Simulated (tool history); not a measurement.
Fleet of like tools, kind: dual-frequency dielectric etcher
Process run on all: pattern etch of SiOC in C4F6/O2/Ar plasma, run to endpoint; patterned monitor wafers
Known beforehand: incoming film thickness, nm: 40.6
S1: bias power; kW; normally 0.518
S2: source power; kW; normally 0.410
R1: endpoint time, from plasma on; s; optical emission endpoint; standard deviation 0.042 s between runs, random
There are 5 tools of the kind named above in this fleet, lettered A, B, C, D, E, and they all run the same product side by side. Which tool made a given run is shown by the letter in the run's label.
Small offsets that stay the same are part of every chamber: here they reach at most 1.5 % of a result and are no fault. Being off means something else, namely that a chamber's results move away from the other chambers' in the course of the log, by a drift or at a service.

run 1D hour=5.0 | S1=0.518 S2=0.410 | R1=13.226
run 2A hour=13.0 | S1=0.518 S2=0.410 | R1=13.359
-- hour=20.8 chamber E: bias power generator calibrated
run 3C hour=22.3 | S1=0.518 S2=0.410 | R1=13.516
run 4E hour=27.2 | S1=0.518 S2=0.410 | R1=13.250
run 5B hour=35.4 | S1=0.399 S2=0.470 | R1=14.010
run 6E hour=43.9 | S1=0.399 S2=0.470 | R1=13.946
run 7D hour=53.5 | S1=0.399 S2=0.470 | R1=13.758
run 8A hour=60.2 | S1=0.399 S2=0.470 | R1=13.949
run 9C hour=68.4 | S1=0.399 S2=0.470 | R1=14.137
run 10B hour=75.7 | S1=0.518 S2=0.410 | R1=13.379
-- hour=82.9 chamber A: wet clean of the chamber
run 11B hour=83.9 | S1=0.518 S2=0.360 | R1=14.061
-- hour=87.7 chamber B: wet clean of the chamber
run 12D hour=91.3 | S1=0.518 S2=0.360 | R1=13.776
run 13A hour=100.4 | S1=0.518 S2=0.360 | R1=13.995
run 14C hour=105.0 | S1=0.518 S2=0.360 | R1=14.202
run 15E hour=113.3 | S1=0.518 S2=0.360 | R1=13.900
run 16A hour=123.5 | S1=0.518 S2=0.410 | R1=13.356
run 17D hour=129.5 | S1=0.518 S2=0.410 | R1=13.089
run 18B hour=134.4 | S1=0.518 S2=0.410 | R1=13.453
run 19C hour=144.2 | S1=0.518 S2=0.490 | R1=12.657
-- hour=146.1 chamber C: wet clean of the chamber
run 20E hour=153.7 | S1=0.518 S2=0.490 | R1=12.419
run 21C hour=162.7 | S1=0.518 S2=0.490 | R1=12.603
run 22D hour=169.0 | S1=0.518 S2=0.490 | R1=12.260
run 23A hour=175.5 | S1=0.518 S2=0.490 | R1=12.433
run 24E hour=181.9 | S1=0.562 S2=0.350 | R1=13.674
run 25B hour=188.3 | S1=0.562 S2=0.350 | R1=13.816
run 26A hour=196.7 | S1=0.562 S2=0.350 | R1=13.768
run 27E hour=202.6 | S1=0.562 S2=0.350 | R1=13.664
run 28D hour=210.1 | S1=0.562 S2=0.350 | R1=13.364
run 29C hour=216.6 | S1=0.518 S2=0.410 | R1=13.473
run 30B hour=223.9 | S1=0.518 S2=0.410 | R1=13.497
run 31D hour=229.9 | S1=0.518 S2=0.410 | R1=12.918
run 32A hour=235.9 | S1=0.415 S2=0.370 | R1=15.050
run 33C hour=243.2 | S1=0.415 S2=0.370 | R1=15.166
run 34E hour=251.6 | S1=0.415 S2=0.370 | R1=14.999
run 35B hour=257.4 | S1=0.415 S2=0.370 | R1=15.170
run 36D hour=266.2 | S1=0.415 S2=0.370 | R1=14.484
run 37A hour=274.9 | S1=0.518 S2=0.410 | R1=13.379
run 38B hour=281.8 | S1=0.518 S2=0.410 | R1=13.489
run 39E hour=289.8 | S1=0.518 S2=0.410 | R1=13.254
run 40C hour=300.0 | S1=0.518 S2=0.480 | R1=12.717
run 41C hour=309.5 | S1=0.518 S2=0.480 | R1=12.809
run 42A hour=317.3 | S1=0.518 S2=0.480 | R1=12.641
run 43D hour=326.9 | S1=0.518 S2=0.480 | R1=12.152

Decide between three cases: one chamber stands off from its peers, the gauge reading all wafers drifts, or nothing is wrong past each chamber's small offset. Where a chamber is off, say which and what most likely put it there.

One chamber, D, drifts off from the rest bit by bit.
Cause: etch rate over this chamber's usual, % = 2.56.

Here are 4 candidates for chamber D's next run, each the usual settings with a change, their results left as question marks. Which one brings its results back in line with what the others give on the usual settings?
Allowed miss from the other chambers' usual-settings mean, per result, to count as in line: R1 0.150 s
run 44D-1 hour=334.3 | S1=0.489 S2=0.390 | R1=?
run 44D-2 hour=334.3 | S1=0.518 S2=0.510 | R1=?
run 44D-3 hour=334.3 | S1=0.460 S2=0.370 | R1=?
run 44D-4 hour=334.3 | S1=0.574 S2=0.410 | R1=?

The mean the other chambers reach with the usual settings: R1 13.395 s
run=44D-1 R1=13.371
run=44D-2 R1=11.857
run=44D-3 R1=13.942
run=44D-4 R1=12.369
The right change is 44D-1: it brings the chamber back within the allowed miss of the others.
